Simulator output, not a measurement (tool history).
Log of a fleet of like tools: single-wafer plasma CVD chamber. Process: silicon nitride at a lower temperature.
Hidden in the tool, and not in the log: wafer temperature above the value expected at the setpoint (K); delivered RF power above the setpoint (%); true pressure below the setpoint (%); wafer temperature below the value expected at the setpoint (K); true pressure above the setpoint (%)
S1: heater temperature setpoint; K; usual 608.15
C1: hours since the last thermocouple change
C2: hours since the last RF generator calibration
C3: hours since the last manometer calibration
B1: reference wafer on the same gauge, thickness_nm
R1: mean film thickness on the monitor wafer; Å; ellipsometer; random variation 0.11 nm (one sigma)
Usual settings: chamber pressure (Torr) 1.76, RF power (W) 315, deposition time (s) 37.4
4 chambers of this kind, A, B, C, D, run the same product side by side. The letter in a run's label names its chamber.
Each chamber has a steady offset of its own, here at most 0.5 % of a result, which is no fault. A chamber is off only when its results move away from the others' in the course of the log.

{"run": "1A", "hour": 4.5, "S1": 608.15, "chamber pressure (Torr)": 1.76, "RF power (W)": 315, "deposition time (s)": 37.4, "C1": 1221.3, "C2": 611.9, "C3": 1674.8, "B1": 49.863, "R1": 465.63}
{"run": "2D", "hour": 12.3, "S1": 608.15, "chamber pressure (Torr)": 1.76, "RF power (W)": 315, "deposition time (s)": 37.4, "C1": 1166.8, "C2": 723.8, "C3": 598.8, "B1": 49.894, "R1": 467.63}
{"run": "3C", "hour": 21.3, "S1": 608.15, "chamber pressure (Torr)": 1.76, "RF power (W)": 315, "deposition time (s)": 37.4, "C1": 438.6, "C2": 863.1, "C3": 1013.2, "B1": 49.903, "R1": 469.14}
{"run": "4B", "hour": 28.5, "S1": 608.15, "chamber pressure (Torr)": 1.76, "RF power (W)": 315, "deposition time (s)": 37.4, "C1": 181.3, "C2": 565.1, "C3": 636.9, "B1": 49.93, "R1": 466.46}
{"run": "5B", "hour": 34.3, "S1": 608.15, "chamber pressure (Torr)": 1.76, "RF power (W)": 315, "deposition time (s)": 37.4, "C1": 187.1, "C2": 570.9, "C3": 642.7, "B1": 49.942, "R1": 469.1}
{"run": "6A", "hour": 40.1, "S1": 608.15, "chamber pressure (Torr)": 1.76, "RF power (W)": 315, "deposition time (s)": 37.4, "C1": 1256.9, "C2": 647.5, "C3": 1710.4, "B1": 49.884, "R1": 465.77}
{"run": "7D", "hour": 45.9, "S1": 608.15, "chamber pressure (Torr)": 1.76, "RF power (W)": 315, "deposition time (s)": 37.4, "C1": 1200.4, "C2": 757.4, "C3": 632.4, "B1": 49.908, "R1": 469.04}
{"run": "8C", "hour": 51.4, "S1": 608.15, "chamber pressure (Torr)": 1.76, "RF power (W)": 315, "deposition time (s)": 37.4, "C1": 468.7, "C2": 893.2, "C3": 1043.3, "B1": 49.892, "R1": 469.84}
{"run": "9D", "hour": 57.7, "S1": 608.15, "chamber pressure (Torr)": 1.54, "RF power (W)": 315, "deposition time (s)": 37.4, "C1": 1212.2, "C2": 769.2, "C3": 644.2, "B1": 49.885, "R1": 448.79}
{"run": "10B", "hour": 65.8, "S1": 608.15, "chamber pressure (Torr)": 1.54, "RF power (W)": 315, "deposition time (s)": 37.4, "C1": 218.6, "C2": 602.4, "C3": 674.2, "B1": 49.913, "R1": 450.57}
{"run": "11C", "hour": 72.5, "S1": 608.15, "chamber pressure (Torr)": 1.54, "RF power (W)": 315, "deposition time (s)": 37.4, "C1": 489.8, "C2": 914.3, "C3": 1064.4, "B1": 49.922, "R1": 451.87}
{"run": "12A", "hour": 80.4, "S1": 608.15, "chamber pressure (Torr)": 1.54, "RF power (W)": 315, "deposition time (s)": 37.4, "C1": 1297.2, "C2": 687.8, "C3": 1750.7, "B1": 49.892, "R1": 450.32}
{"run": "13D", "hour": 89.4, "S1": 608.15, "chamber pressure (Torr)": 1.76, "RF power (W)": 315, "deposition time (s)": 37.4, "C1": 1243.9, "C2": 800.9, "C3": 675.9, "B1": 49.902, "R1": 467.45}
{"run": "14A", "hour": 94.8, "S1": 608.15, "chamber pressure (Torr)": 1.76, "RF power (W)": 315, "deposition time (s)": 37.4, "C1": 1311.6, "C2": 702.2, "C3": 1765.1, "B1": 49.888, "R1": 466.91}
{"run": "15B", "hour": 103.1, "S1": 608.15, "chamber pressure (Torr)": 1.76, "RF power (W)": 315, "deposition time (s)": 37.4, "C1": 255.9, "C2": 639.7, "C3": 711.5, "B1": 49.917, "R1": 467.75}
{"run": "16C", "hour": 110.8, "S1": 608.15, "chamber pressure (Torr)": 1.76, "RF power (W)": 315, "deposition time (s)": 37.4, "C1": 528.1, "C2": 952.6, "C3": 1102.7, "B1": 49.905, "R1": 469.5}
{"run": "17C", "hour": 117.4, "S1": 608.15, "chamber pressure (Torr)": 1.76, "RF power (W)": 315, "deposition time (s)": 37.4, "C1": 534.7, "C2": 959.2, "C3": 1109.3, "B1": 49.909, "R1": 467.79}
{"run": "18B", "hour": 125.1, "S1": 608.15, "chamber pressure (Torr)": 1.76, "RF power (W)": 340, "deposition time (s)": 37.4, "C1": 277.9, "C2": 661.7, "C3": 733.5, "B1": 49.879, "R1": 491.76}
{"hour": 131.4, "done": "chamber C: capacitance manometer re-zeroed and calibrated"}
{"run": "19A", "hour": 132.1, "S1": 608.15, "chamber pressure (Torr)": 1.76, "RF power (W)": 340, "deposition time (s)": 37.4, "C1": 1348.9, "C2": 739.5, "C3": 1802.4, "B1": 49.914, "R1": 490.81}
{"run": "20D", "hour": 139.4, "S1": 608.15, "chamber pressure (Torr)": 1.76, "RF power (W)": 340, "deposition time (s)": 37.4, "C1": 1293.9, "C2": 850.9, "C3": 725.9, "B1": 49.872, "R1": 489.98}
{"run": "21A", "hour": 144.7, "S1": 608.15, "chamber pressure (Torr)": 1.76, "RF power (W)": 340, "deposition time (s)": 37.4, "C1": 1361.5, "C2": 752.1, "C3": 1815.0, "B1": 49.923, "R1": 490.24}
{"run": "22C", "hour": 152.3, "S1": 608.15, "chamber pressure (Torr)": 1.76, "RF power (W)": 315, "deposition time (s)": 37.4, "C1": 569.6, "C2": 994.1, "C3": 21.0, "B1": 49.891, "R1": 469.71}
{"run": "23B", "hour": 160.4, "S1": 608.15, "chamber pressure (Torr)": 1.76, "RF power (W)": 315, "deposition time (s)": 37.4, "C1": 313.2, "C2": 697.0, "C3": 768.8, "B1": 49.902, "R1": 466.38}
{"run": "24D", "hour": 167.9, "S1": 608.15, "chamber pressure (Torr)": 1.76, "RF power (W)": 315, "deposition time (s)": 37.4, "C1": 1322.4, "C2": 879.4, "C3": 754.4, "B1": 49.934, "R1": 466.9}

Is one chamber off against the others, does the gauge drift, or is nothing wrong? If a chamber is off, say which, and what the likeliest cause is.

No chamber stands off beyond its own small offset, and the gauge holds steady.
